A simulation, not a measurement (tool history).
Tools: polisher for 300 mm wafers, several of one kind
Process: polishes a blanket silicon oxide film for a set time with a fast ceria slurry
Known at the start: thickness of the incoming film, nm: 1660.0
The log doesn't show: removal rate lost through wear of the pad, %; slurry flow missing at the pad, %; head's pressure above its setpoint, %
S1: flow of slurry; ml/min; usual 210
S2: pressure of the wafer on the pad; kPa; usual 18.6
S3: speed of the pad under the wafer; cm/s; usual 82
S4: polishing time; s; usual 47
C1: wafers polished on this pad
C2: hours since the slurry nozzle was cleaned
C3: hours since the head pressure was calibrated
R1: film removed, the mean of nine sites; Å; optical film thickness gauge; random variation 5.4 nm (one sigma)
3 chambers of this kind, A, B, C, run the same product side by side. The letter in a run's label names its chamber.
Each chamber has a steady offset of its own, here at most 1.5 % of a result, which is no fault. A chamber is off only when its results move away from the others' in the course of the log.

| run | hour | S1 | S2 | S3 | S4 | C1 | C2 | C3 | R1 |
|---|---|---|---|---|---|---|---|---|---|
| 1C | 4.4 | 210 | 18.6 | 82 | 47 | 1332 | 80.9 | 737.2 | 6336.8 |
| 2B | 8.5 | 210 | 18.6 | 82 | 47 | 913 | 96.4 | 361.9 | 6305.7 |
| 3A | 12 | 210 | 18.6 | 82 | 47 | 713 | 30.2 | 483.7 | 6416.2 |
| 4A | 15.5 | 210 | 18.6 | 82 | 47 | 740 | 33.7 | 487.2 | 6496.9 |
|  | 18 | chamber C: worn pad replaced by a new one |
| 5B | 19.5 | 210 | 18.6 | 82 | 47 | 999 | 107.4 | 372.9 | 6306.4 |
| 6C | 23.6 | 210 | 18.6 | 82 | 47 | 44 | 100.1 | 756.4 | 6433.1 |
| 7B | 26.2 | 210 | 18.6 | 82 | 47 | 1051 | 114.1 | 379.6 | 6275.1 |
| 8A | 28.5 | 210 | 18.6 | 82 | 47 | 842 | 46.7 | 500.2 | 6414.3 |
| 9C | 32.9 | 210 | 18.6 | 82 | 47 | 116 | 109.4 | 765.7 | 6365.9 |
| 10A | 35.1 | 210 | 18.6 | 82 | 47 | 893 | 53.3 | 506.8 | 6519.2 |
|  | 35.9 | chamber B: worn pad replaced by a new one |
| 11C | 37.6 | 210 | 18.6 | 82 | 47 | 153 | 114.1 | 770.4 | 6401 |
| 12B | 41.8 | 210 | 18.6 | 82 | 47 | 46 | 129.7 | 395.2 | 6450.3 |
| 13A | 45.3 | 210 | 18.6 | 82 | 47 | 973 | 63.5 | 517 | 6402.7 |
|  | 48.5 | chamber A: worn pad replaced by a new one |
| 14C | 49.1 | 210 | 18.6 | 100 | 47 | 243 | 125.6 | 781.9 | 7835.3 |
| 15B | 53.8 | 210 | 18.6 | 100 | 47 | 139 | 141.7 | 407.2 | 7824.9 |
| 16A | 58.3 | 210 | 18.6 | 100 | 47 | 76 | 76.5 | 530 | 7828.6 |
| 17B | 60.4 | 210 | 18.6 | 58 | 47 | 191 | 148.3 | 413.8 | 4617.9 |
| 18C | 62.4 | 210 | 18.6 | 58 | 47 | 346 | 138.9 | 795.2 | 4457.1 |
| 19A | 65.8 | 210 | 18.6 | 58 | 47 | 135 | 84 | 537.5 | 4599.7 |
| 20C | 68 | 210 | 18.6 | 82 | 47 | 390 | 144.5 | 800.8 | 6313.6 |
| 21B | 71.3 | 210 | 18.6 | 82 | 47 | 276 | 159.2 | 424.7 | 6590.4 |
| 22B | 74.9 | 210 | 13.1 | 70 | 47 | 304 | 162.8 | 428.3 | 3980.5 |
| 23C | 79.4 | 210 | 13.1 | 70 | 47 | 479 | 155.9 | 812.2 | 3833.7 |
| 24A | 82.9 | 210 | 13.1 | 70 | 47 | 268 | 101.1 | 554.6 | 3857.1 |
| 25C | 85.3 | 210 | 18.6 | 82 | 47 | 525 | 161.8 | 818.1 | 6407.3 |
| 26B | 88 | 210 | 18.6 | 82 | 47 | 406 | 175.9 | 441.4 | 6551.3 |
| 27A | 90.6 | 210 | 18.6 | 82 | 47 | 328 | 108.8 | 562.3 | 6517.9 |
| 28C | 95.3 | 210 | 18.6 | 82 | 47 | 603 | 171.8 | 828.1 | 6404.2 |
| 29B | 99.5 | 210 | 18.6 | 82 | 47 | 496 | 187.4 | 452.9 | 6587.9 |
| 30A | 103.2 | 210 | 18.6 | 82 | 47 | 427 | 121.4 | 574.9 | 6499.8 |
| 31C | 106.4 | 210 | 18.6 | 82 | 47 | 690 | 182.9 | 839.2 | 6484.7 |
| 32A | 109.7 | 210 | 18.6 | 82 | 47 | 477 | 127.9 | 581.4 | 6499.9 |
| 33B | 112.8 | 210 | 18.6 | 82 | 47 | 600 | 200.7 | 466.2 | 6835.2 |
| 34A | 116.3 | 210 | 18.6 | 82 | 47 | 529 | 134.5 | 588 | 6452.2 |
| 35B | 119.2 | 210 | 18.6 | 82 | 47 | 650 | 207.1 | 472.6 | 6781.6 |
| 36C | 122.2 | 210 | 18.6 | 82 | 47 | 813 | 198.7 | 855 | 6316.1 |
| 37B | 126.2 | 210 | 18.6 | 82 | 47 | 704 | 214.1 | 479.6 | 6804.4 |
| 38C | 130.2 | 210 | 18.6 | 82 | 47 | 876 | 206.7 | 863 | 6380.5 |
| 39A | 134 | 210 | 18.6 | 82 | 47 | 667 | 152.2 | 605.7 | 6380.2 |
| 40B | 136.1 | 210 | 18.6 | 82 | 47 | 782 | 224 | 489.5 | 6812.1 |
| 41C | 139.8 | 230 | 18.6 | 102 | 47 | 951 | 216.3 | 872.6 | 8004.1 |
| 42A | 144.3 | 230 | 18.6 | 102 | 47 | 747 | 162.5 | 616 | 8124.4 |
| 43A | 147.1 | 230 | 18.6 | 102 | 47 | 769 | 165.3 | 618.8 | 8155.2 |
| 44B | 150.4 | 210 | 18.6 | 82 | 47 | 893 | 238.3 | 503.8 | 6917.2 |

Next, every chamber runs the same settings. What will each give?
| 45A | 153.8 | 210 | 18.6 | 82 | 47 |  |  |  | ? |
| 45B | 153.8 | 210 | 18.6 | 82 | 47 |  |  |  | ? |
| 45C | 153.8 | 210 | 18.6 | 82 | 47 |  |  |  | ? |

| run | R1 |
|---|---|
| 45A | 6409.6 |
| 45B | 6850.4 |
| 45C | 6403.5 |
